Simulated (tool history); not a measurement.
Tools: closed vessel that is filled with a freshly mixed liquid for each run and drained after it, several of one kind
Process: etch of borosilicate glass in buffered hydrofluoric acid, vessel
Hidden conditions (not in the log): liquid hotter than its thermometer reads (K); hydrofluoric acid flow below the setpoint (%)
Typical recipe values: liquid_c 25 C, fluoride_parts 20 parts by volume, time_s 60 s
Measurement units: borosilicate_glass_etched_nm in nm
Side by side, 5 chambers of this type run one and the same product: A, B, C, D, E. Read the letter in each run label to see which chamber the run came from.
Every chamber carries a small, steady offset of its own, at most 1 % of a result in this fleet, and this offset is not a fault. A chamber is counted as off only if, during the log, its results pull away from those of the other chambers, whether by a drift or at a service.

| run | hour | liquid_c | fluoride_parts | time_s | hours since the thermometer was replaced | hours since the hydrofluoric acid flow meter was replaced | read-back film thickness of the borosilicate glass reference wafer, read on the same gauge (nm) | borosilicate_glass_etched_nm |
|---|---|---|---|---|---|---|---|---|
| 1E | 6.5 | 25 | 20 | 60 | 405.2 | 1367.9 | 50.001 | 40.063 |
| 2A | 14 | 25 | 20 | 60 | 355.7 | 499.1 | 49.994 | 40.347 |
| 3C | 25.2 | 25 | 20 | 60 | 635.2 | 1047.6 | 49.988 | 40.352 |
| 4D | 37 | 25 | 20 | 60 | 370.3 | 1299 | 49.983 | 39.74 |
| 5B | 47.4 | 25 | 20 | 60 | 513.5 | 1902.3 | 50.022 | 39.59 |
| 6B | 55.6 | 25 | 20 | 60 | 521.7 | 1910.5 | 49.998 | 40.097 |
| 7A | 63.1 | 25 | 20 | 60 | 404.8 | 548.2 | 50.014 | 40.608 |
| 8D | 74.2 | 25 | 20 | 60 | 407.5 | 1336.2 | 49.962 | 39.897 |
| 9C | 82.3 | 25 | 20 | 35 | 692.3 | 1104.7 | 50.004 | 23.259 |
| 10E | 88.2 | 25 | 20 | 35 | 486.9 | 1449.6 | 50.013 | 23.256 |
| 11A | 99.7 | 25 | 20 | 35 | 441.4 | 584.8 | 50.04 | 23.396 |
| 12D | 108.2 | 25 | 20 | 35 | 441.5 | 1370.2 | 49.966 | 23.46 |
| 13E | 113.7 | 25 | 20 | 35 | 512.4 | 1475.1 | 50.024 | 23.343 |
| 14C | 119.6 | 25 | 16 | 75 | 729.6 | 1142 | 49.981 | 62.011 |
| 15B | 125.7 | 25 | 16 | 75 | 591.8 | 1980.6 | 50.003 | 63.27 |
| 16D | 136.3 | 25 | 16 | 75 | 469.6 | 1398.3 | 49.986 | 62.189 |
| 17C | 147.5 | 25 | 16 | 75 | 757.5 | 1169.9 | 49.979 | 62.331 |
|  | 149.7 | chamber E: hydrofluoric acid flow meter replaced |
| 18A | 155.9 | 25 | 16 | 75 | 497.6 | 641 | 50.015 | 63.27 |
|  | 161.3 | chamber C: thermometer replaced |
| 19B | 161.7 | 25 | 20 | 60 | 627.8 | 2016.6 | 50.025 | 40.674 |
| 20E | 168.9 | 25 | 20 | 60 | 567.6 | 19.3 | 49.961 | 40.034 |
| 21A | 178.3 | 25 | 20 | 60 | 520 | 663.4 | 50.02 | 40.195 |
| 22E | 189.4 | 25 | 20 | 60 | 588.1 | 39.8 | 50.008 | 40.16 |
| 23B | 200.1 | 25 | 20 | 60 | 666.2 | 2055 | 49.984 | 41.232 |
| 24C | 205.3 | 25 | 20 | 60 | 44.1 | 1227.7 | 50.043 | 39.873 |
| 25D | 216.4 | 25 | 20 | 60 | 549.7 | 1478.4 | 49.981 | 40.632 |
| 26A | 222.6 | 25 | 20 | 60 | 564.3 | 707.7 | 49.974 | 40.284 |
| 27C | 229.9 | 25 | 20 | 60 | 68.7 | 1252.3 | 50 | 39.789 |
| 28D | 239.1 | 25 | 20 | 60 | 572.4 | 1501.1 | 49.956 | 39.864 |
| 29B | 246.9 | 25 | 20 | 60 | 713 | 2101.8 | 49.973 | 41.305 |
| 30E | 252.4 | 25 | 20 | 60 | 651.1 | 102.8 | 49.982 | 40.432 |
| 31C | 258.2 | 25 | 20 | 60 | 97 | 1280.6 | 49.979 | 39.681 |
| 32B | 266.8 | 25 | 28 | 85 | 732.9 | 2121.7 | 49.971 | 46.801 |
|  | 272.3 | chamber C: hydrofluoric acid flow meter replaced |
| 33A | 278.1 | 25 | 28 | 85 | 619.8 | 763.2 | 50.019 | 45.48 |
| 34D | 288.7 | 25 | 28 | 85 | 622 | 1550.7 | 50.034 | 44.689 |
| 35E | 295.4 | 25 | 28 | 85 | 694.1 | 145.8 | 50.054 | 44.914 |
| 36D | 306 | 25 | 28 | 85 | 639.3 | 1568 | 49.921 | 44.704 |
| 37B | 311.3 | 25 | 20 | 60 | 777.4 | 2166.2 | 50.001 | 41.86 |
| 38C | 317.1 | 25 | 20 | 60 | 155.9 | 44.9 | 50.028 | 40.472 |
| 39A | 323.5 | 25 | 20 | 60 | 665.2 | 808.6 | 49.992 | 39.946 |

Does one chamber stand apart from the rest, does the shared gauge drift, or is all well apart from small per-chamber offsets? Give the chamber and the most likely cause, where there is one.

Chamber B drifts away from the others.
Cause: liquid hotter than its thermometer reads (K) = 1.05.
The log might look much the same if the cause were instead: hydrofluoric acid flow above the setpoint (%).

Below are 4 candidate recipes for chamber B's next run, each the usual settings with a change, their results shown as question marks. Which of them brings B's results back in line with what the other chambers give on the usual settings?
In line means no further than this from the other chambers' mean on the usual settings: borosilicate_glass_etched_nm 0.82 nm
| 40B-1 | 332 | 24 | 20 | 60 |  |  |  | ? |
| 40B-2 | 332 | 25 | 20 | 65 |  |  |  | ? |
| 40B-3 | 332 | 26 | 20 | 60 |  |  |  | ? |
| 40B-4 | 332 | 23.5 | 20 | 60 |  |  |  | ? |

Average result of the remaining chambers running the usual settings: borosilicate_glass_etched_nm 40.166 nm
| run | borosilicate_glass_etched_nm |
|---|---|
| 40B-1 | 40.043 |
| 40B-2 | 45.733 |
| 40B-3 | 44.492 |
| 40B-4 | 39.005 |
40B-1 puts the chamber back in line with the other chambers.

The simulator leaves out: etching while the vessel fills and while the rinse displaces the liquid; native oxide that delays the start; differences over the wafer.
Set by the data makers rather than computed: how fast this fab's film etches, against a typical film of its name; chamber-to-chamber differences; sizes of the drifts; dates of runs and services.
